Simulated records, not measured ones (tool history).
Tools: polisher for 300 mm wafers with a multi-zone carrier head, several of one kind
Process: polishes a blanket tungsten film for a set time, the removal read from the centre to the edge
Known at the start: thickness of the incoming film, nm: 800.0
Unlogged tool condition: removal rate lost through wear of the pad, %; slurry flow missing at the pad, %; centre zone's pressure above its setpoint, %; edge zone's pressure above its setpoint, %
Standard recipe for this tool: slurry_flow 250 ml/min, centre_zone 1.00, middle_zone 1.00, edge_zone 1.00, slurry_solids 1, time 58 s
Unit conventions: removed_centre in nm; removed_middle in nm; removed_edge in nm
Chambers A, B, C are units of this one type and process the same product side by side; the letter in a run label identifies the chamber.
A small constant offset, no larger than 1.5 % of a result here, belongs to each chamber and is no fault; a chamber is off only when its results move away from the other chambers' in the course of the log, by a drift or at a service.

| run | hour | slurry_flow | centre_zone | middle_zone | edge_zone | slurry_solids | time | wafers polished on this pad | hours since the slurry nozzle was cleaned | hours since the centre zone pressure was calibrated | hours since the edge zone pressure was calibrated | removed_centre | removed_middle | removed_edge |
|---|---|---|---|---|---|---|---|---|---|---|---|---|---|---|
|  | 9.5 | chamber C: worn pad replaced by a new one |
| 1C | 9.7 | 250 | 1.00 | 1.00 | 1.00 | 1 | 58 | 2 | 199.9 | 280.7 | 1012.8 | 262.85 | 262.51 | 263.67 |
| 2B | 14.3 | 250 | 1.00 | 1.00 | 1.00 | 1 | 58 | 841 | 234.3 | 215.7 | 207.7 | 268.89 | 268.16 | 266.96 |
| 3A | 22.3 | 250 | 1.00 | 1.00 | 1.00 | 1 | 58 | 521 | 32.4 | 225.0 | 539.6 | 271.95 | 259.90 | 259.05 |
| 4C | 30.0 | 250 | 1.00 | 1.00 | 1.00 | 1 | 58 | 229 | 220.2 | 301.0 | 1033.1 | 263.98 | 262.03 | 268.50 |
| 5B | 37.1 | 250 | 1.00 | 1.00 | 1.00 | 1 | 58 | 1095 | 257.1 | 238.5 | 230.5 | 265.51 | 269.70 | 263.35 |
| 6A | 44.6 | 250 | 1.00 | 1.00 | 1.00 | 1 | 58 | 770 | 54.7 | 247.3 | 561.9 | 263.73 | 256.53 | 255.50 |
| 7B | 51.8 | 250 | 0.92 | 1.00 | 1.00 | 1 | 39 | 1259 | 271.8 | 253.2 | 245.2 | 162.05 | 180.74 | 181.02 |
| 8C | 57.6 | 250 | 0.92 | 1.00 | 1.00 | 1 | 39 | 537 | 247.8 | 328.6 | 1060.7 | 157.28 | 177.47 | 179.29 |
| 9A | 62.9 | 250 | 0.92 | 1.00 | 1.00 | 1 | 39 | 974 | 73.0 | 265.6 | 580.2 | 152.83 | 171.53 | 171.94 |
| 10B | 71.1 | 250 | 1.00 | 1.00 | 1.00 | 1 | 58 | 1475 | 291.1 | 272.5 | 264.5 | 270.55 | 266.73 | 265.16 |
| 11C | 79.7 | 250 | 1.00 | 1.00 | 1.00 | 1 | 58 | 784 | 269.9 | 350.7 | 1082.8 | 266.30 | 264.14 | 271.32 |
| 12A | 86.5 | 250 | 1.00 | 1.00 | 1.00 | 1 | 58 | 1238 | 96.6 | 289.2 | 603.8 | 253.36 | 247.16 | 250.38 |
|  | 87.8 | chamber B: worn pad replaced by a new one |
| 13C | 92.8 | 250 | 1.00 | 1.00 | 1.00 | 1 | 58 | 930 | 283.0 | 363.8 | 1095.9 | 261.62 | 262.86 | 266.47 |
| 14A | 98.1 | 250 | 1.00 | 1.00 | 1.00 | 1 | 58 | 1367 | 108.2 | 300.8 | 615.4 | 250.94 | 246.25 | 249.02 |
|  | 101.7 | chamber C: edge zone pressure recalibrated |
| 15B | 104.2 | 285 | 1.00 | 1.00 | 1.00 | 1 | 58 | 184 | 324.2 | 305.6 | 297.6 | 266.08 | 271.49 | 271.07 |
| 16A | 110.6 | 285 | 1.00 | 1.00 | 1.00 | 1 | 58 | 1507 | 120.7 | 313.3 | 627.9 | 250.43 | 248.67 | 248.77 |
|  | 114.7 | chamber C: worn pad replaced by a new one |
| 17C | 115.2 | 285 | 1.00 | 1.00 | 1.00 | 1 | 58 | 6 | 305.4 | 386.2 | 13.6 | 264.52 | 268.23 | 270.46 |
| 18B | 123.7 | 250 | 1.00 | 0.95 | 0.89 | 1 | 58 | 401 | 343.7 | 325.1 | 317.1 | 270.49 | 254.24 | 250.18 |
| 19A | 133.4 | 250 | 1.00 | 0.95 | 0.89 | 1 | 58 | 1761 | 143.5 | 336.1 | 650.7 | 246.81 | 229.29 | 227.92 |
| 20B | 137.9 | 250 | 1.00 | 0.95 | 0.89 | 1 | 58 | 560 | 357.9 | 339.3 | 331.3 | 266.73 | 252.26 | 247.84 |
|  | 141.7 | chamber A: edge zone pressure recalibrated |
| 21C | 142.9 | 250 | 1.00 | 1.00 | 1.00 | 1 | 58 | 315 | 333.1 | 413.9 | 41.3 | 266.95 | 264.92 | 265.37 |
| 22A | 148.6 | 250 | 1.00 | 1.00 | 1.00 | 1 | 58 | 1931 | 158.7 | 351.3 | 6.9 | 242.25 | 239.50 | 236.33 |
| 23B | 152.9 | 250 | 1.00 | 1.00 | 1.00 | 1 | 58 | 727 | 372.9 | 354.3 | 346.3 | 268.50 | 268.47 | 262.24 |
| 24C | 159.1 | 250 | 1.00 | 1.00 | 1.00 | 1 | 58 | 496 | 349.3 | 430.1 | 57.5 | 269.31 | 263.87 | 267.47 |

Read the log: is a single chamber off, either drifting away or since a service, is the gauge that measures every chamber drifting, or is nothing wrong beyond small per-chamber offsets? Name any odd chamber and what most likely caused it.

Chamber A drifts away from the others.
What lies behind it: removal rate lost through wear of the pad, % = 11.

Chamber A could run next with any of the 4 candidate recipes listed below; each alters the usual settings, and their results appear as question marks. Which one brings its results back in line with what the other chambers deliver on the usual settings?
A result is in line if it is within this distance of the other chambers' mean on the usual settings: removed_centre 14.00 nm; removed_middle 5.90 nm; removed_edge 6.60 nm
| 25A-1 | 166.0 | 255 | 0.99 | 1.01 | 1.01 | 1.00 | 65 |  |  |  |  | ? | ? | ? |
| 25A-2 | 166.0 | 255 | 0.99 | 1.01 | 1.01 | 1.05 | 69 |  |  |  |  | ? | ? | ? |
| 25A-3 | 166.0 | 245 | 1.01 | 0.99 | 0.99 | 0.95 | 49 |  |  |  |  | ? | ? | ? |
| 25A-4 | 166.0 | 245 | 1.00 | 1.00 | 0.99 | 1.00 | 51 |  |  |  |  | ? | ? | ? |

Average result of the remaining chambers running the usual settings: removed_centre 265.19 nm; removed_middle 266.05 nm; removed_edge 266.56 nm
| run | removed_centre | removed_middle | removed_edge |
|---|---|---|---|
| 25A-1 | 260.10 | 265.50 | 265.38 |
| 25A-2 | 279.36 | 285.15 | 285.02 |
| 25A-3 | 196.99 | 193.15 | 194.90 |
| 25A-4 | 205.29 | 205.44 | 205.33 |
The right change is 25A-1: it brings the chamber back within the allowed miss of the others.

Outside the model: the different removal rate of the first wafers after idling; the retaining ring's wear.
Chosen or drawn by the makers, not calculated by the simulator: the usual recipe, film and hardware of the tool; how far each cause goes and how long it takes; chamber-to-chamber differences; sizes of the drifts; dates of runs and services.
